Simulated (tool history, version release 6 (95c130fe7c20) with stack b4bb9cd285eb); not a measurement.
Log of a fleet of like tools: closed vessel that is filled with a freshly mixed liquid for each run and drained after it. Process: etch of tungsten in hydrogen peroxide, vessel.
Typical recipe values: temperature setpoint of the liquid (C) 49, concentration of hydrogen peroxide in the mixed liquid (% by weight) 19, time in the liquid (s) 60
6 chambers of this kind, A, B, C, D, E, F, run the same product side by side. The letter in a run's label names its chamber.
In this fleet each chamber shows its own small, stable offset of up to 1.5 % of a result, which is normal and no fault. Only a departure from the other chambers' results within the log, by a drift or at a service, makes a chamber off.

run   hour  temperature setpoint of the liquid (C)  concentration of hydrogen peroxide in the mixed liquid (% by weight)  time in the liquid (s)  hours since the thermometer was replaced  hours since the peroxide flow meter was replaced  hours since the drum of peroxide was connected  read-back film thickness of the tungsten reference wafer, read on the same gauge (nm)  thickness taken off the tungsten on a monitor wafer (Å)
 1E    3.8                                      49                                                                    19                      60                                       873                                             635.4                                           389.5                                                                                 90.004                                                    465.7
 2D    6.3                                      49                                                                    19                      60                                     196.4                                            2049.1                                           257.5                                                                                 90.019                                                   466.42
 3F    8.7                                      49                                                                    19                      60                                     103.7                                              1442                                           187.2                                                                                 90.001                                                   471.52
 4C   13.5                                      49                                                                    19                      60                                    1718.9                                             945.7                                           378.9                                                                                 90.033                                                   464.98
 5B   16.1                                      49                                                                    19                      60                                    1910.8                                             701.1                                           234.2                                                                                  90.03                                                   461.83
 6A   20.9                                      49                                                                    19                      60                                    2367.2                                            1332.4                                            1082                                                                                 90.049                                                   466.94
      21.6  -- chamber A: new drum of peroxide connected
 7A   24.9                                      49                                                                    19                      60                                    2371.2                                            1336.4                                             3.3                                                                                 89.996                                                   465.04
 8D   28.8                                      49                                                                    19                      60                                     218.9                                            2071.6                                             280                                                                                 89.987                                                   461.65
 9E   33.6                                      49                                                                    19                      60                                     902.8                                             665.2                                           419.3                                                                                 90.008                                                    462.2
10B   37.3                                      49                                                                    19                      60                                      1932                                             722.3                                           255.4                                                                                 90.008                                                   463.17
11F   40.1                                      49                                                                    19                      60                                     135.1                                            1473.4                                           218.6                                                                                 89.997                                                   471.26
12C   44.4                                      49                                                                    19                      60                                    1749.8                                             976.6                                           409.8                                                                                 90.018                                                   458.53
13C   47.9                                      49                                                                    19                      60                                    1753.3                                             980.1                                           413.3                                                                                 90.018                                                    463.5
14A   50.8                                      49                                                                    19                      60                                    2397.1                                            1362.3                                            29.2                                                                                 89.963                                                   469.16
15E   54.6                                      49                                                                    19                      60                                     923.8                                             686.2                                           440.3                                                                                 90.027                                                   457.75
16F   57.1                                      41                                                                    22                      60                                     152.1                                            1490.4                                           235.6                                                                                 90.005                                                   304.37
17B     62                                      41                                                                    22                      60                                    1956.7                                               747                                           280.1                                                                                 90.065                                                   300.73
18D   66.8                                      41                                                                    22                      60                                     256.9                                            2109.6                                             318                                                                                  90.01                                                   302.04
19C   69.1                                      41                                                                    22                      60                                    1774.5                                            1001.3                                           434.5                                                                                 89.999                                                   303.07
20E   72.6                                      41                                                                    22                      60                                     941.8                                             704.2                                           458.3                                                                                 89.997                                                   295.24
21A   74.7                                      41                                                                    22                      60                                      2421                                            1386.2                                            53.1                                                                                  89.99                                                    302.3
22F   79.3                                      49                                                                    19                      60                                     174.3                                            1512.6                                           257.8                                                                                 89.972                                                   469.02
23B   82.7                                      49                                                                    19                      60                                    1977.4                                             767.7                                           300.8                                                                                 90.043                                                   461.31
24D   86.4                                      49                                                                    19                      60                                     276.5                                            2129.2                                           337.6                                                                                 90.027                                                   459.52
25D   89.4                                      49                                                                    19                      60                                     279.5                                            2132.2                                           340.6                                                                                 90.059                                                   463.22
26E   92.5                                      49                                                                    19                      60                                     961.7                                             724.1                                           478.2                                                                                 89.979                                                   453.46
27C   94.8                                      49                                                                    19                      60                                    1800.2                                              1027                                           460.2                                                                                 89.962                                                   464.55
28B   97.4                                      49                                                                    19                      60                                    1992.1                                             782.4                                           315.5                                                                                 90.035                                                   461.37
29F  101.2                                      49                                                                    19                      60                                     196.2                                            1534.5                                           279.7                                                                                 90.077                                                   471.98
30A  104.3                                      49                                                                    19                      60                                    2450.6                                            1415.8                                            82.7                                                                                 89.984                                                   463.84
31B  108.5                                      55                                                                    19                      60                                    2003.2                                             793.5                                           326.6                                                                                 89.987                                                   662.74
32F  111.4                                      55                                                                    19                      60                                     206.4                                            1544.7                                           289.9                                                                                 90.009                                                   675.91
33D  114.5                                      55                                                                    19                      60                                     304.6                                            2157.3                                           365.7                                                                                 89.953                                                    664.9
34C  116.9                                      55                                                                    19                      60                                    1822.3                                            1049.1                                           482.3                                                                                 89.976                                                    663.1
35E  119.1                                      55                                                                    19                      60                                     988.3                                             750.7                                           504.8                                                                                 90.012                                                   642.55
36A  121.6                                      55                                                                    19                      60                                    2467.9                                            1433.1                                             100                                                                                 90.029                                                   674.53
37F    124                                      49                                                                    19                      60                                       219                                            1557.3                                           302.5                                                                                 90.023                                                   467.69

What goes on in this fleet: one chamber off, a drifting gauge, or nothing beyond the chambers' own small offsets? Name the chamber and the cause, if any.

One chamber, E, drifts off from the rest bit by bit.
Likeliest cause: peroxide weaker than its label (%) = 8.18.
From this log alone, it may not be told apart from: liquid colder than its thermometer reads (K); peroxide flow below the setpoint (%).

Chamber E could run next with any of the 4 candidate recipes listed below; each alters the usual settings, and their results appear as question marks. Which one brings its results back in line with what the other chambers deliver on the usual settings?
To be in line, a result may differ from the other chambers' mean on the usual settings by at most: thickness taken off the tungsten on a monitor wafer (Å) 8.2
38E-1  127.6                                      49                                                                    21                      60                                                                                                                                                                                                                                                                                           ?
38E-2  127.6                                      49                                                                    23                      60                                                                                                                                                                                                                                                                                           ?
38E-3  127.6                                    47.5                                                                    19                      60                                                                                                                                                                                                                                                                                           ?
38E-4  127.6                                      49                                                                  17.5                      60                                                                                                                                                                                                                                                                                           ?

Usual-settings mean across the other chambers: thickness taken off the tungsten on a monitor wafer (Å) 464.34
  run  thickness taken off the tungsten on a monitor wafer (Å)
38E-1                                                   467.72
38E-2                                                   489.51
38E-3                                                   404.96
38E-4                                                    426.9
The answer is 38E-1, which returns the chamber to within the allowed miss of the others.
